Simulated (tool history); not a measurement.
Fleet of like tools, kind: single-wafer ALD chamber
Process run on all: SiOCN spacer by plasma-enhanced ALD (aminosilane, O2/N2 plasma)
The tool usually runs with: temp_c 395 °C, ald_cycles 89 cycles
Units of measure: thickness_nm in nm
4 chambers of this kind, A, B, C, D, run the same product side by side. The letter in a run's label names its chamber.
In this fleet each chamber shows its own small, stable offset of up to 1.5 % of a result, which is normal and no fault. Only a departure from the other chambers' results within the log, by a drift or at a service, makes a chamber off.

| run | day | temp_c | ald_cycles | hours since the last thermocouple change | read-back reference wafer on the same gauge, thickness_nm | thickness_nm |
|---|---|---|---|---|---|---|
| 1B | 0.225 | 395 | 89 | 1026.1 | 4.5932 | 5.3197 |
|  | 0.262 | chamber C: thermocouple changed; heater temperature recalibrated |
| 2C | 0.5 | 395 | 89 | 5.8 | 4.5895 | 5.3937 |
| 3A | 0.75 | 395 | 89 | 1875.5 | 4.597 | 5.3531 |
| 4D | 1.029 | 395 | 89 | 1094.1 | 4.5853 | 5.45 |
| 5C | 1.233 | 395 | 89 | 23.4 | 4.5842 | 5.3639 |
| 6A | 1.483 | 395 | 89 | 1893.1 | 4.5877 | 5.3357 |
| 7B | 1.758 | 395 | 89 | 1062.9 | 4.5904 | 5.3768 |
| 8D | 2.012 | 395 | 89 | 1117.7 | 4.5935 | 5.431 |
| 9C | 2.283 | 395 | 101 | 48.6 | 4.5937 | 6.1265 |
| 10D | 2.5 | 395 | 101 | 1129.4 | 4.5919 | 6.2048 |
| 11A | 2.754 | 395 | 101 | 1923.6 | 4.5883 | 6.0701 |
| 12B | 2.975 | 395 | 101 | 1092.1 | 4.5882 | 6.1153 |
| 13D | 3.15 | 395 | 89 | 1145 | 4.5872 | 5.4538 |
| 14C | 3.338 | 395 | 89 | 73.9 | 4.5902 | 5.3854 |
| 15B | 3.525 | 388 | 89 | 1105.3 | 4.5898 | 5.4117 |
| 16A | 3.754 | 388 | 89 | 1947.6 | 4.5901 | 5.3417 |
| 17D | 4.075 | 388 | 89 | 1167.2 | 4.5917 | 5.4204 |
| 18C | 4.325 | 388 | 89 | 97.6 | 4.5812 | 5.352 |
| 19B | 4.508 | 395 | 89 | 1128.9 | 4.5949 | 5.3441 |
| 20A | 4.754 | 395 | 89 | 1971.6 | 4.5885 | 5.3438 |
| 21B | 4.904 | 395 | 89 | 1138.4 | 4.5923 | 5.3396 |
| 22C | 5.096 | 395 | 89 | 116.1 | 4.5876 | 5.3602 |
| 23A | 5.312 | 395 | 89 | 1985 | 4.5926 | 5.3808 |
| 24D | 5.488 | 402 | 89 | 1201.1 | 4.5845 | 5.3865 |
| 25C | 5.679 | 402 | 89 | 130.1 | 4.593 | 5.3188 |
| 26B | 5.838 | 402 | 89 | 1160.8 | 4.5847 | 5.3607 |
| 27A | 6.171 | 402 | 89 | 2005.6 | 4.5886 | 5.2657 |
| 28D | 6.496 | 395 | 103 | 1225.3 | 4.5928 | 6.3095 |
| 29C | 6.771 | 395 | 103 | 156.3 | 4.5886 | 6.171 |
| 30A | 6.979 | 395 | 103 | 2025 | 4.5932 | 6.178 |
| 31B | 7.229 | 395 | 103 | 1194.2 | 4.5856 | 6.1675 |

All 4 chambers run these settings next. Forecast each chamber's results:
| 32A | 7.475 | 395 | 89 |  |  | ? |
| 32B | 7.475 | 395 | 89 |  |  | ? |
| 32C | 7.475 | 395 | 89 |  |  | ? |
| 32D | 7.475 | 395 | 89 |  |  | ? |

| run | thickness_nm |
|---|---|
| 32A | 5.3798 |
| 32B | 5.3693 |
| 32C | 5.3995 |
| 32D | 5.4279 |
